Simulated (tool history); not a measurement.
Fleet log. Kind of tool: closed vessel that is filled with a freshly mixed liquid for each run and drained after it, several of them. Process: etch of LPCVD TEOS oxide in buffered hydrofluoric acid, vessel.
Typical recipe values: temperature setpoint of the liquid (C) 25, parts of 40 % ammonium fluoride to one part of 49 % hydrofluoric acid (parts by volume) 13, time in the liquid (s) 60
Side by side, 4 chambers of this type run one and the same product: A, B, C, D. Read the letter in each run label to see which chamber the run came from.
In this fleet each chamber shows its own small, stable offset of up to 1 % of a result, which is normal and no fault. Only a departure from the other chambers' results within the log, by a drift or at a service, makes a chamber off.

run	hour	temperature setpoint of the liquid (C)	parts of 40 % ammonium fluoride to one part of 49 % hydrofluoric acid (parts by volume)	time in the liquid (s)	hours since the thermometer was replaced	hours since the hydrofluoric acid flow meter was replaced	read-back film thickness of the LPCVD TEOS oxide reference wafer, read on the same gauge (nm)	thickness taken off the LPCVD TEOS oxide on a monitor wafer (Å)
1B	7.6	25	13	60	957.7	1273.6	140.02	2250.7
2D	18.1	25	13	60	2188.5	813.2	139.96	2311.9
3A	29.9	25	13	60	514.4	221.2	140	2269.8
# hour 35.4: chamber D: hydrofluoric acid flow meter replaced
4C	36.4	25	13	60	1513	2219.5	140.01	2249.6
5C	43.4	25	13	60	1520	2226.5	139.99	2214.1
6B	49.1	25	13	60	999.2	1315.1	139.98	2244.9
7D	55.6	25	13	60	2226	20.2	140.05	2296.2
8A	64	25	13	60	548.5	255.3	140	2260.6
9D	76.2	25	13	60	2246.6	40.8	140.02	2281.1
# hour 83.2: chamber C: thermometer replaced
10B	86.6	25	13	60	1036.7	1352.6	139.98	2280.7
11C	94	25	13	60	10.9	2277.1	140	2255.3
12A	104.4	25	13	60	588.9	295.7	140.05	2228.5
13B	116.8	25	13	60	1066.9	1382.8	139.96	2246
# hour 121.9: chamber C: hydrofluoric acid flow meter replaced
14D	127.1	25	13	60	2297.5	91.7	140	2266.5
15A	137.1	25	13	60	621.6	328.4	140.01	2241.2
16C	148.3	23	13	60	65.2	26.5	139.98	2007.7
17C	157.8	23	13	60	74.7	36	139.98	2011.2
18B	167.9	23	13	60	1118	1433.9	140.09	2036.6
19A	173.6	23	13	60	658.1	364.9	139.96	2008.9
20D	184.3	25	13	60	2354.7	148.9	140.02	2287.8
21D	192.4	25	13	60	2362.8	157	139.93	2280.1
22B	199.4	25	13	60	1149.5	1465.4	140.05	2269.5
23A	208.7	25	9	35	693.2	400	139.99	1787.1
24C	220.6	25	9	35	137.5	98.8	140.08	1833.7
25D	229.7	25	9	35	2400.1	194.3	139.95	1830.3
26A	237.8	25	9	35	722.3	429.1	140	1779.5
27B	247.7	25	13	60	1197.8	1513.7	140.04	2235.7
28C	255.2	25	13	60	172.1	133.4	139.94	2273.7
29A	265	25	13	60	749.5	456.3	140.02	2188.2
30D	273.1	25	13	60	2443.5	237.7	140.03	2239.1
31B	278.7	25	13	60	1228.8	1544.7	139.97	2260.9
32C	289.5	25	13	60	206.4	167.7	139.96	2256.3
33C	301.6	25	9	60	218.5	179.8	139.97	3178.9
34A	312.7	25	9	60	797.2	504	139.98	3007.6
35B	322.4	25	9	60	1272.5	1588.4	140	3094.8
36D	332.8	25	9	60	2503.2	297.4	140.02	3146.9
37A	341.2	25	13	60	825.7	532.5	140.01	2159.9
38C	349.9	25	13	60	266.8	228.1	139.99	2270.8

Read the log: is a single chamber off, either drifting away or since a service, is the gauge that measures every chamber drifting, or is nothing wrong beyond small per-chamber offsets? Name any odd chamber and what most likely caused it.

It is chamber A that slowly wanders off from its peers.
Likeliest cause: hydrofluoric acid flow below the setpoint (%) = 6.96.
The log may not separate it from: liquid colder than its thermometer reads (K).

Chamber A could run next with any of the 4 candidate recipes listed below; each alters the usual settings, and their results appear as question marks. Which one brings its results back in line with what the other chambers deliver on the usual settings?
In-line tolerance around the mean of the other chambers on the usual settings: thickness taken off the LPCVD TEOS oxide on a monitor wafer (Å) 52
39A-1	359.2	25.5	12.5	60				?
39A-2	359.2	24	13	60				?
39A-3	359.2	27	13	60				?
39A-4	359.2	24.5	14	60				?

Average result of the remaining chambers running the usual settings: thickness taken off the LPCVD TEOS oxide on a monitor wafer (Å) 2263.8
run	thickness taken off the LPCVD TEOS oxide on a monitor wafer (Å)
39A-1	2272.5
39A-2	2013.5
39A-3	2374.6
39A-4	1927
The right change is 39A-1: it brings the chamber back within the allowed miss of the others.

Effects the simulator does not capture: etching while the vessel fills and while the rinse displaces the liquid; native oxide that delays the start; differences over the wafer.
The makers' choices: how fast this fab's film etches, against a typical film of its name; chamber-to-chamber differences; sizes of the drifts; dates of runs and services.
